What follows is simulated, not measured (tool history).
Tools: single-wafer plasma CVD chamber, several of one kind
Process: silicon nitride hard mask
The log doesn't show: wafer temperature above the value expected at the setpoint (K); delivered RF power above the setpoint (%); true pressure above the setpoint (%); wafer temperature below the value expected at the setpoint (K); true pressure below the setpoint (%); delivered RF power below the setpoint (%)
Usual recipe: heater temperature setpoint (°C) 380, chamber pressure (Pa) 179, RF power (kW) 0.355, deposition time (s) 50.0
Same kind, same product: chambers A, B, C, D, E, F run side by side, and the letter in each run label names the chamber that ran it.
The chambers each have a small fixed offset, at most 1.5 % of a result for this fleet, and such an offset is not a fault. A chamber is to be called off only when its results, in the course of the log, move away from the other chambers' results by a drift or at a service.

run,day,heater temperature setpoint (°C),chamber pressure (Pa),RF power (kW),deposition time (s),hours since the last thermocouple change,hours since the last RF generator calibration,hours since the last manometer calibration,"read-back reference wafer on the same gauge, thickness_nm",mean film thickness on the monitor wafer (angstrom)
1C,0.525,380,179,0.355,50.0,948.0,1159.8,887.2,64.568,612.70
2E,1.162,380,179,0.355,50.0,1165.0,1076.1,1445.5,64.581,610.32
3B,1.800,380,179,0.355,50.0,959.5,876.0,233.2,64.580,605.70
4D,2.204,380,179,0.355,50.0,125.2,807.3,326.6,64.558,617.48
5A,2.554,380,179,0.355,50.0,1571.0,684.2,2379.6,64.565,609.49
6F,3.233,380,179,0.355,50.0,836.1,1441.0,217.6,64.561,614.08
7E,3.708,380,179,0.355,50.0,1226.1,1137.2,1506.6,64.534,609.73
8C,4.325,380,179,0.355,50.0,1039.2,1251.0,978.4,64.529,609.55
# day 4.821: chamber C: thermocouple changed; heater temperature recalibrated
9F,5.004,380,179,0.355,50.0,878.6,1483.5,260.1,64.517,613.24
10B,5.662,380,179,0.355,50.0,1052.2,968.7,325.9,64.507,606.18
11A,6.029,380,179,0.355,50.0,1654.4,767.6,2463.0,64.512,610.08
12D,6.346,380,179,0.355,50.0,224.6,906.7,426.0,64.496,617.31
13C,6.754,380,179,0.355,50.0,46.4,1309.3,1036.7,64.502,610.57
14E,7.442,390,147,0.355,50.0,1315.7,1226.8,1596.2,64.493,568.91
15A,7.812,390,147,0.355,50.0,1697.2,810.4,2505.8,64.486,571.99
16F,8.129,390,147,0.355,50.0,953.6,1558.5,335.1,64.462,572.92
# day 8.196: chamber C: RF generator calibrated
17D,8.471,390,147,0.355,50.0,275.6,957.7,477.0,64.439,576.04
18B,8.921,390,147,0.355,50.0,1130.4,1046.9,404.1,64.437,567.01
19E,9.425,390,147,0.355,50.0,1363.3,1274.4,1643.8,64.444,569.74
20A,9.992,380,179,0.355,50.0,1749.5,862.7,2558.1,64.455,610.16
21F,10.300,380,179,0.355,50.0,1005.7,1610.6,387.2,64.432,612.52
22C,10.646,380,179,0.355,50.0,139.8,58.8,1130.1,64.424,607.85
# day 11.154: chamber E: capacitance manometer re-zeroed and calibrated
23D,11.312,380,179,0.355,50.0,343.8,1025.9,545.2,64.428,616.00
# day 11.338: chamber A: capacitance manometer re-zeroed and calibrated
24B,11.654,380,179,0.355,50.0,1196.0,1112.5,469.7,64.411,603.87
25E,11.967,380,179,0.355,50.0,1424.3,1335.4,19.6,64.396,609.22
# day 12.183: chamber F: thermocouple changed; heater temperature recalibrated
# day 12.346: chamber D: RF generator calibrated
26D,12.508,390,179,0.355,50.0,372.5,4.0,573.9,64.381,613.72
27B,12.983,390,179,0.355,50.0,1227.9,1144.4,501.6,64.386,603.65
28A,13.550,390,179,0.355,50.0,1834.9,948.1,53.2,64.397,605.94
# day 14.138: chamber B: thermocouple changed; heater temperature recalibrated
29C,14.158,390,179,0.355,50.0,224.1,143.1,1214.4,64.386,607.00
30F,14.667,390,179,0.355,50.0,59.7,1715.4,492.0,64.362,609.78
31A,15.271,390,179,0.355,50.0,1876.2,989.4,94.5,64.337,605.59
32E,15.696,380,179,0.355,50.0,1513.8,1424.9,109.1,64.349,609.32
33D,16.150,380,179,0.355,50.0,459.9,91.4,661.3,64.341,615.66
34C,16.725,369,179,0.355,44.2,285.7,204.7,1276.0,64.322,542.35
35F,17.258,369,179,0.355,44.2,121.9,1777.6,554.2,64.300,543.83
36B,17.704,369,179,0.355,44.2,85.7,1257.7,614.9,64.315,537.89

What goes on in this fleet: one chamber off, a drifting gauge, or nothing beyond the chambers' own small offsets? Name the chamber and the cause, if any.

The shared gauge is drifting. All chambers look as if they move in step, but none is off.
Most likely cause: gauge reads low (%) = 0.464.

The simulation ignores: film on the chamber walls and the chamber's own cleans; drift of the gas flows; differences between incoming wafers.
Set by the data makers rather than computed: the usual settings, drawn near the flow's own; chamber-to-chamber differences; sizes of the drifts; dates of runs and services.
